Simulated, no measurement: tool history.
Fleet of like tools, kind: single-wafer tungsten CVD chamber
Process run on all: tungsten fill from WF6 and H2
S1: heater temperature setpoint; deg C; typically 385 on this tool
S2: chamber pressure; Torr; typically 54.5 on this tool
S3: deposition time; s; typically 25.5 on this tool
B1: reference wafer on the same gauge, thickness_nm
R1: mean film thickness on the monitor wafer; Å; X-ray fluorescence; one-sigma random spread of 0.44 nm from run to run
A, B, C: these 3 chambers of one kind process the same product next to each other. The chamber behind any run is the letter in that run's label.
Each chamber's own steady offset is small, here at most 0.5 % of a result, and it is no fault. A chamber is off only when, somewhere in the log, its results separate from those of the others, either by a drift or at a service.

Run 1C, hour 3: usual settings; B1 61.606. Result: R1 737.36 Å.
Run 2B, hour 5.8: usual settings; B1 61.552. Result: R1 729.65 Å.
Run 3A, hour 9.5: usual settings; B1 61.593. Result: R1 736.92 Å.
Run 4C, hour 12.6: usual settings; B1 61.687. Result: R1 741.14 Å.
Run 5A, hour 15.4: usual settings; B1 61.615. Result: R1 737.09 Å.
Run 6B, hour 19: usual settings; B1 61.59. Result: R1 735.62 Å.
Run 7C, hour 22.6: usual settings; B1 61.61. Result: R1 730.01 Å.
Run 8B, hour 26.6: usual settings; B1 61.572. Result: R1 722.56 Å.
Run 9A, hour 28.9: usual settings; B1 61.663. Result: R1 726.95 Å.
Run 10C, hour 31.5: usual settings but S1 372 deg C, S2 50.1 Torr; B1 61.542. Result: R1 542.68 Å.
Run 11B, hour 34.4: usual settings but S1 372 deg C, S2 50.1 Torr; B1 61.553. Result: R1 539.57 Å.
Run 12A, hour 38.3: usual settings but S1 372 deg C, S2 50.1 Torr; B1 61.585. Result: R1 544.76 Å.
Run 13B, hour 40.4: usual settings; B1 61.536. Result: R1 734.08 Å.
Run 14A, hour 44.3: usual settings; B1 61.623. Result: R1 730.59 Å.
Run 15C, hour 48.3: usual settings; B1 61.702. Result: R1 732.24 Å.
At hour 49.3: chamber A: thermocouple changed; heater temperature recalibrated.
Run 16B, hour 51.7: usual settings; B1 61.63. Result: R1 731.44 Å.
Run 17C, hour 54.2: usual settings; B1 61.522. Result: R1 737.05 Å.
Run 18A, hour 58.5: usual settings but S1 393 deg C; B1 61.673. Result: R1 807.47 Å.
Run 19B, hour 61.4: usual settings but S1 393 deg C; B1 61.537. Result: R1 843.8 Å.
Run 20A, hour 63.5: usual settings but S1 393 deg C; B1 61.569. Result: R1 812.7 Å.
Run 21C, hour 67.2: usual settings but S2 46.2 Torr; B1 61.564. Result: R1 686.5 Å.
Run 22A, hour 69.6: usual settings but S2 46.2 Torr; B1 61.665. Result: R1 640.63 Å.
Run 23B, hour 73.4: usual settings but S2 46.2 Torr; B1 61.568. Result: R1 678.58 Å.
Run 24C, hour 75.5: usual settings; B1 61.741. Result: R1 725.87 Å.
Run 25A, hour 79.6: usual settings; B1 61.598. Result: R1 688.62 Å.
Run 26C, hour 82: usual settings; B1 61.51. Result: R1 733.64 Å.

All chambers now run identical settings, listed one chamber a line with results as question marks. What results will each chamber show?
Run 27A, hour 85.1: usual settings but S1 373 deg C. Result: R1 ?.
Run 27B, hour 85.1: usual settings but S1 373 deg C. Result: R1 ?.
Run 27C, hour 85.1: usual settings but S1 373 deg C. Result: R1 ?.

run      R1
27A   532.8
27B  564.99
27C  578.65

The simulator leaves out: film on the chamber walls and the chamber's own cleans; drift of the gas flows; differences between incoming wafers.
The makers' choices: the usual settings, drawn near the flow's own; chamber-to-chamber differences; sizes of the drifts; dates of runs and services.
